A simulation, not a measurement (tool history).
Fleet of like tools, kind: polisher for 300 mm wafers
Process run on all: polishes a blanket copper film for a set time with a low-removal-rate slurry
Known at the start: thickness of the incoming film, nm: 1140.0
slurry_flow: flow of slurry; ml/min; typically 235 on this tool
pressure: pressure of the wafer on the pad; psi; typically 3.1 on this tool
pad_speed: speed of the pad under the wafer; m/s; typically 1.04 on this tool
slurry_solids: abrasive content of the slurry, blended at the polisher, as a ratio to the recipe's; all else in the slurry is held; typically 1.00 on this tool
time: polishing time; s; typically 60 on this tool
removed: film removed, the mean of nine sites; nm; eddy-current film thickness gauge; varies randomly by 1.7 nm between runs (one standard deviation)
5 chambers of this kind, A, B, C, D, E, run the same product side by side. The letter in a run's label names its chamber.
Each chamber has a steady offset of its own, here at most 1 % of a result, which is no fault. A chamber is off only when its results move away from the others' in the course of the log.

run	hour	slurry_flow	pressure	pad_speed	slurry_solids	time	wafers polished on this pad	hours since the slurry nozzle was cleaned	hours since the head pressure was calibrated	hours since the slurry blender was calibrated	removed
1C	2.8	235	3.1	1.04	1.00	60	1208	514.2	388.9	207.3	195.03
# hour 4.8: chamber B: head pressure recalibrated
2D	5.0	235	3.1	1.04	1.00	60	293	256.7	635.4	140.9	193.22
# hour 6.8: chamber C: worn pad replaced by a new one
# hour 7.2: chamber B: worn pad replaced by a new one
3E	8.5	235	3.1	1.04	1.00	60	889	348.8	315.3	359.1	194.68
4B	10.9	235	3.1	1.04	1.00	60	26	435.7	6.1	136.0	192.63
5A	14.3	235	3.1	1.04	1.00	60	512	91.9	172.7	67.5	191.06
6C	17.6	235	3.1	1.04	1.00	60	77	529.0	403.7	222.1	192.07
7E	21.3	235	2.5	1.04	1.00	41	980	361.6	328.1	371.9	105.98
8A	24.5	235	2.5	1.04	1.00	41	585	102.1	182.9	77.7	106.62
# hour 25.6: chamber E: slurry blender recalibrated
9D	27.3	235	2.5	1.04	1.00	41	453	279.0	657.7	163.2	104.72
# hour 29.2: chamber D: slurry nozzle cleaned
10B	30.7	235	2.5	1.04	1.00	41	168	455.5	25.9	155.8	107.44
11E	34.1	235	2.5	1.04	1.00	41	1072	374.4	340.9	8.6	104.75
# hour 36.7: chamber D: worn pad replaced by a new one
# hour 37.4: chamber E: worn pad replaced by a new one
12C	38.0	235	3.1	1.04	1.00	60	223	549.4	424.1	242.5	193.15
# hour 38.7: chamber C: slurry blender recalibrated
13A	42.2	235	3.1	1.04	1.00	60	711	119.8	200.6	95.4	195.32
14B	44.7	235	3.1	1.04	1.00	60	269	469.5	39.9	169.8	194.51
# hour 46.9: chamber E: slurry nozzle cleaned
15D	48.4	235	3.1	1.26	1.15	60	83	19.3	678.8	184.3	240.36
# hour 50.6: chamber D: slurry blender recalibrated
16E	52.0	235	3.1	1.26	1.15	60	105	5.1	358.8	26.5	233.69
17B	55.2	235	3.1	1.26	1.15	60	344	480.0	50.4	180.3	242.64
18D	58.2	235	3.1	1.26	1.15	60	154	29.1	688.6	7.6	238.69
19C	60.5	235	3.1	1.26	1.15	60	384	571.9	446.6	21.8	240.58
20A	63.7	235	3.1	1.04	1.00	60	865	141.3	222.1	116.9	191.05
21C	67.5	235	4.1	1.04	1.00	60	435	578.9	453.6	28.8	253.63
22D	69.5	235	4.1	1.04	1.00	60	235	40.4	699.9	18.9	254.98
23B	72.0	235	4.1	1.04	1.00	60	464	496.8	67.2	197.1	255.58
24A	75.0	235	4.1	1.04	1.00	60	946	152.6	233.4	128.2	252.73
# hour 76.3: chamber A: worn pad replaced by a new one
25E	78.2	235	4.1	1.04	1.00	60	292	31.3	385.0	52.7	242.07
26D	80.1	235	3.1	1.04	1.00	60	310	51.0	710.5	29.5	190.86
27E	82.4	235	3.1	1.04	1.00	60	322	35.5	389.2	56.9	181.42
# hour 83.6: chamber A: slurry blender recalibrated
28A	84.7	235	3.1	1.04	1.00	60	60	162.3	243.1	1.1	192.61
29C	88.1	235	3.1	1.04	1.00	60	582	599.5	474.2	49.4	189.86
30B	91.9	235	3.1	1.04	1.00	60	607	516.7	87.1	217.0	192.23
31C	96.0	235	3.1	1.04	1.00	60	639	607.4	482.1	57.3	193.43
32B	99.0	235	3.1	1.04	1.00	60	657	523.8	94.2	224.1	193.88
33D	102.3	235	3.1	1.04	1.00	60	469	73.2	732.7	51.7	191.39
34E	105.3	235	3.1	1.04	1.20	60	486	58.4	412.1	79.8	183.30
35A	107.8	235	3.1	1.04	1.20	60	225	185.4	266.2	24.2	199.65
36C	110.3	235	3.1	1.04	1.20	60	741	621.7	496.4	71.6	198.06
# hour 111.8: chamber D: worn pad replaced by a new one
37A	112.9	235	3.1	1.04	1.20	60	262	190.5	271.3	29.3	200.79
38D	116.7	235	3.1	1.04	1.20	60	35	87.6	747.1	66.1	199.01
39E	120.1	235	3.1	1.04	1.00	60	592	73.2	426.9	94.6	175.22

Next, all 5 chambers run the settings below, one line each with question marks for the results. What does each chamber give?
40A	123.2	235	3.1	1.04	1.00	60					?
40B	123.2	235	3.1	1.04	1.00	60					?
40C	123.2	235	3.1	1.04	1.00	60					?
40D	123.2	235	3.1	1.04	1.00	60					?
40E	123.2	235	3.1	1.04	1.00	60					?

run	removed
40A	191.93
40B	190.94
40C	193.37
40D	194.00
40E	174.52

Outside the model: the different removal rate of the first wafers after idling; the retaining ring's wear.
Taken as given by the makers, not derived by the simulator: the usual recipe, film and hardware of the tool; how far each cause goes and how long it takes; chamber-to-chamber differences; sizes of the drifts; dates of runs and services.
